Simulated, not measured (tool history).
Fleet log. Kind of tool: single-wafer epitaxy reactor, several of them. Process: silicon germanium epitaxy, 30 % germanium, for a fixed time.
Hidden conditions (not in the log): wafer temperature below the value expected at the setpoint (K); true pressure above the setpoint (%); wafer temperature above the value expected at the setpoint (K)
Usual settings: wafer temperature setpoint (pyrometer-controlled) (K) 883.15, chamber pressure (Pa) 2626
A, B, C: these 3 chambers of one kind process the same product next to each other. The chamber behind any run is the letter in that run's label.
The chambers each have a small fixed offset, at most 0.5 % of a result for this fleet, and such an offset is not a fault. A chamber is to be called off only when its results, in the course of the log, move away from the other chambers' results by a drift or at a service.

run	hour	wafer temperature setpoint (pyrometer-controlled) (K)	chamber pressure (Pa)	hours since the last pyrometer calibration	hours since the last manometer calibration	read-back reference wafer on the same gauge, thickness_nm	mean film thickness on the monitor wafer (nm)
1B	7.4	883.15	2626	1495.3	3000.2	70.788	69.964
2A	14.1	883.15	2626	463.9	1066.2	70.814	70.192
3C	25	883.15	2626	100	1286.4	70.807	70.86
4B	35.7	883.15	2626	1523.6	3028.5	70.796	70.539
5A	45.1	883.15	2626	494.9	1097.2	70.795	70.13
6C	57.5	883.15	2626	132.5	1318.9	70.741	70.221
7B	69.5	883.15	2626	1557.4	3062.3	70.78	70.121
8A	78	883.15	2626	527.8	1130.1	70.769	69.998
9C	91.8	883.15	2626	166.8	1353.2	70.789	70.268
# hour 93.4: chamber B: capacitance manometer re-zeroed and calibrated
10A	101.4	883.15	2626	551.2	1153.5	70.823	70.129
11C	113.5	883.15	2626	188.5	1374.9	70.767	70.394
12B	126.8	883.15	2626	1614.7	33.5	70.803	72.307
13B	132.8	883.15	2626	1620.7	39.5	70.799	71.951
14C	143.5	883.15	2626	218.5	1404.9	70.784	70.488
15A	150.8	883.15	2626	600.6	1202.9	70.813	70.113
16C	159.8	883.15	2626	234.8	1421.2	70.83	70.859
17B	166.1	883.15	2626	1654	72.8	70.808	72.352
18A	179.6	883.15	2626	629.4	1231.7	70.794	70.119
19B	189.5	883.15	2626	1677.4	96.2	70.792	72.094
20C	201.1	883.15	2626	276.1	1462.5	70.772	70.605
21A	208.5	883.15	2626	658.3	1260.6	70.741	70.62
22A	217.7	883.15	2626	667.5	1269.8	70.781	70.546
23B	228.5	883.15	2626	1716.4	135.2	70.808	71.988
24C	239.7	883.15	2626	314.7	1501.1	70.771	70.588
25C	252.2	883.15	2626	327.2	1513.6	70.781	70.476
26B	259	883.15	2626	1746.9	165.7	70.804	72.211
27A	267.1	883.15	2626	716.9	1319.2	70.786	70.11
28A	273.9	883.15	2626	723.7	1326	70.748	70.295
29B	283.8	883.15	2626	1771.7	190.5	70.855	72.089
30C	295.9	883.15	2626	370.9	1557.3	70.798	70.634
31C	306	883.15	3173	381	1567.4	70.812	76.022

What goes on in this fleet: one chamber off, a drifting gauge, or nothing beyond the chambers' own small offsets? Name the chamber and the cause, if any.

A service on chamber B put it out of line with the rest.
What lies behind it: true pressure above the setpoint (%) = 6.5.

Below are 4 candidate recipes for chamber B's next run, each the usual settings with a change, their results shown as question marks. Which of them brings B's results back in line with what the other chambers give on the usual settings?
In-line tolerance around the mean of the other chambers on the usual settings: mean film thickness on the monitor wafer (nm) 0.69
32B-1	315.9	883.15	2920				?
32B-2	315.9	883.15	2333				?
32B-3	315.9	884.15	2653				?
32B-4	315.9	883.15	2466				?

What the other chambers average on the usual settings: mean film thickness on the monitor wafer (nm) 70.351
run	mean film thickness on the monitor wafer (nm)
32B-1	75.261
32B-2	68.7
32B-3	73.679
32B-4	70.272
The answer is 32B-4, which returns the chamber to within the allowed miss of the others.
